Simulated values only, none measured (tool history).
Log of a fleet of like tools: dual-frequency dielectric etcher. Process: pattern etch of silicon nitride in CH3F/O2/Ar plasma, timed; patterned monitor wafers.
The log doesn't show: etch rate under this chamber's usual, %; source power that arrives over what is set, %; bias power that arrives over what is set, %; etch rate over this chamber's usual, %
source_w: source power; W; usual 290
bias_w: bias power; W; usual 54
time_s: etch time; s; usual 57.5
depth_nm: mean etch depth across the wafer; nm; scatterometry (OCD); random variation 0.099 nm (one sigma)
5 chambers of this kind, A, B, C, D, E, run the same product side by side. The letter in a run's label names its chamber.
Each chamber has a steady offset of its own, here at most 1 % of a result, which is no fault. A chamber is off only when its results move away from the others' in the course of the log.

run     day  source_w  bias_w  time_s  hours since the last wet clean  hours since the last source power generator calibration  hours since the last bias power generator calibration  read-back reference wafer on the same gauge, depth_nm  depth_nm
 1E    0.45       290      54    57.5                           522.6                                                   1127.5                                                  791.3                                                 37.809    32.687
 2C   0.938       290      54    57.5                           474.8                                                   1559.4                                                 1005.6                                                 37.827    32.326
 3D   1.442       290      54    57.5                           186.6                                                   3962.9                                                 4677.9                                                 37.767    32.107
 4B   1.758       290      54    57.5                           439.8                                                    559.3                                                   48.5                                                 37.818    32.238
 5A   2.212       290      54    57.5                           253.1                                                   2512.8                                                  174.4                                                 37.799    32.212
 6E   2.588       290      54    57.5                           573.9                                                   1178.8                                                  842.6                                                 37.763    32.608
 7D   2.904       290      54    57.5                           221.7                                                     3998                                                   4713                                                 37.816    32.174
       3.15  -- chamber E: wet clean of the chamber
 8B   3.221       260      54      70                           474.9                                                    594.4                                                   83.6                                                 37.786    37.791
      3.267  -- chamber A: source power generator calibrated
 9A   3.779       260      54      70                           290.7                                                     12.4                                                    212                                                 37.799    37.681
      4.358  -- chamber B: wet clean of the chamber
10C   4.371       260      54      70                           557.2                                                   1641.8                                                   1088                                                 37.787    37.701
11C   4.821       260      54      70                             568                                                   1652.6                                                 1098.8                                                 37.796    37.719
      5.229  -- chamber C: wet clean of the chamber
12D   5.421       260      54      70                           282.1                                                   4058.4                                                 4773.4                                                   37.8    37.686
13B   5.879       290      54    57.5                            36.5                                                    658.2                                                  147.4                                                 37.827     32.35
14E   6.175       290      54    57.5                            72.7                                                   1264.9                                                  928.7                                                 37.797    32.637
      6.275  -- chamber D: bias power generator calibrated
15A   6.633       290      54    57.5                           359.2                                                     80.9                                                  280.5                                                 37.833    31.597
16E   7.129       290      54    57.5                            95.6                                                   1287.8                                                  951.6                                                 37.811    32.496
17A   7.608       290      54    57.5                           382.6                                                    104.3                                                  303.9                                                 37.787    31.624
18D   8.233       290      54    57.5                           349.6                                                   4125.9                                                     47                                                  37.84    32.081
19B   8.554       290      54    57.5                           100.7                                                    722.4                                                  211.6                                                 37.773    32.324
20C   8.983       290      54    57.5                            90.1                                                   1752.5                                                 1198.7                                                 37.789    32.516
21E   9.433       290      54    57.5                           150.9                                                   1343.1                                                 1006.9                                                 37.787    32.601
22D   9.725       290      54    57.5                           385.4                                                   4161.7                                                   82.8                                                 37.791        32
23C  10.071       290      54    57.5                           116.2                                                   1778.6                                                 1224.8                                                 37.774    32.232
24B  10.588       290      54    57.5                           149.5                                                    771.2                                                  260.4                                                 37.793    32.488
25A  11.067       290      54    57.5                           465.6                                                    187.3                                                  386.9                                                 37.805    31.234
26D  11.658       290      54    57.5                           431.8                                                   4208.1                                                  129.2                                                 37.811    32.117
27C  12.288       290      54      71                           169.4                                                   1831.8                                                   1278                                                 37.809    39.952
28E  12.838       290      54      71                           232.6                                                   1424.8                                                 1088.6                                                 37.807    40.174
29A  13.417       290      54      71                             522                                                    243.7                                                  443.3                                                 37.802    38.359
30B  13.871       290      54      71                           228.3                                                      850                                                  339.2                                                 37.823    39.965
31E  14.225       290      54      71                           265.9                                                   1458.1                                                 1121.9                                                 37.786    40.301
32B  14.846       290      54    57.5                           251.7                                                    873.4                                                  362.6                                                 37.787    32.327

Next, every chamber runs the same settings. What will each give?
33A  15.3       290      54    57.5                                                                                                                                                                                                                ?
33B  15.3       290      54    57.5                                                                                                                                                                                                                ?
33C  15.3       290      54    57.5                                                                                                                                                                                                                ?
33D  15.3       290      54    57.5                                                                                                                                                                                                                ?
33E  15.3       290      54    57.5                                                                                                                                                                                                                ?

run  depth_nm
33A    30.818
33B    32.385
33C    32.347
33D    32.104
33E    32.523

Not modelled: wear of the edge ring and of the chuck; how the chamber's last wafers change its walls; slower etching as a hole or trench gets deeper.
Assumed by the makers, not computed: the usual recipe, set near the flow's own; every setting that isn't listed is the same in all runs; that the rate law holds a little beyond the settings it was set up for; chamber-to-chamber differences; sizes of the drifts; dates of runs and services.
